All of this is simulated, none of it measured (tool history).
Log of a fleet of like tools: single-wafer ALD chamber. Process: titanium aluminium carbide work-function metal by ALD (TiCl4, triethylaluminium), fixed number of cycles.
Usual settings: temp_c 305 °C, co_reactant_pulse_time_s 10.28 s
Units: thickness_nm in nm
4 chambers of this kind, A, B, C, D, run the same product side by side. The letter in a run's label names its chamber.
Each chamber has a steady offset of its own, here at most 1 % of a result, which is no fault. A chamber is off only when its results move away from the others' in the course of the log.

run    day  temp_c  co_reactant_pulse_time_s  hours since the last thermocouple change  hours since the last triethylaluminium bottle change  read-back reference wafer on the same gauge, thickness_nm  thickness_nm
 1C  0.246     305                     10.28                                    1766.7                                                 534.7                                                     2.0415        2.0601
 2B   0.55     305                     10.28                                     727.8                                                 842.8                                                     2.0415        2.0407
 3D  0.817     305                     10.28                                    1265.5                                                 339.4                                                     2.0421        2.0482
 4A  1.125     305                     10.28                                    1550.1                                                 400.2                                                     2.0402        2.0672
 5D  1.296     305                     10.28                                      1277                                                 350.9                                                     2.0395        2.0483
 6B  1.621     305                     10.28                                     753.5                                                 868.5                                                     2.0405        2.0504
 7C  1.829     305                     10.28                                    1804.7                                                 572.7                                                     2.0403        2.0474
 8A  2.104     305                     10.28                                    1573.6                                                 423.7                                                     2.0423        2.0776
 9B  2.308     305                     10.28                                       770                                                   885                                                     2.0372        2.0574
10A  2.617     305                     10.28                                    1585.9                                                   436                                                     2.0432        2.0251
11D  2.933     305                     10.28                                    1316.3                                                 390.2                                                     2.0379        2.0385
12C  3.146     316                     11.49                                    1836.3                                                 604.3                                                     2.0394        2.1356
13B  3.392     316                     11.49                                       796                                                   911                                                     2.0395        2.1573
14C  3.533     316                     11.49                                    1845.6                                                 613.6                                                     2.0414        2.1489
15D  3.779     316                     11.49                                    1336.6                                                 410.5                                                     2.0399         2.172
16A  4.054     305                     10.28                                    1620.4                                                 470.5                                                     2.0418        2.0363
17D  4.242     305                     10.28                                    1347.7                                                 421.6                                                     2.0402        2.0493
18A  4.404     305                     10.28                                    1628.8                                                 478.9                                                     2.0406        2.0487
19C  4.625     305                     10.28                                    1871.8                                                 639.8                                                     2.0393        2.0392
20B  4.792     305                     10.28                                     829.6                                                 944.6                                                     2.0391        2.0565
21D  4.962     305                     10.28                                      1365                                                 438.9                                                     2.0359        2.0466
22B  5.262     305                     10.28                                     840.9                                                 955.9                                                     2.0405        2.0783
23A  5.517     305                     10.28                                    1655.5                                                 505.6                                                     2.0419        2.0452
24C  5.792     305                     10.28                                    1899.8                                                 667.8                                                       2.04        2.0297
25D  6.046     298                     10.28                                      1391                                                 464.9                                                     2.0416        1.9731
26A  6.233     298                     10.28                                    1672.7                                                 522.8                                                     2.0401         1.996
27C  6.475     298                     10.28                                    1916.2                                                 684.2                                                     2.0396        1.9895
28B  6.679     298                     10.28                                     874.9                                                 989.9                                                     2.0401        1.9967
29C  6.908     305                     10.28                                    1926.6                                                 694.6                                                     2.0374        2.0281
30A    7.2     305                     10.28                                    1695.9                                                   546                                                     2.0398        2.0494
31D   7.35     305                     10.28                                    1422.3                                                 496.2                                                     2.0389        2.0131
32B  7.512     305                     10.28                                     894.9                                                1009.9                                                      2.041        2.0573
33A  7.758     305                     10.28                                    1709.3                                                 559.4                                                     2.0401        2.0429
34C  7.971     305                     10.28                                    1952.1                                                 720.1                                                     2.0401        2.0314
35B  8.229     305                     10.28                                     912.1                                                1027.1                                                     2.0408        2.0538

Next, every chamber runs the same settings. What will each give?
36A  8.462     305                      8.03                                                                                                                                                                        ?
36B  8.462     305                      8.03                                                                                                                                                                        ?
36C  8.462     305                      8.03                                                                                                                                                                        ?
36D  8.462     305                      8.03                                                                                                                                                                        ?

run  thickness_nm
36A        1.9627
36B        1.9903
36C        1.9867
36D         1.972
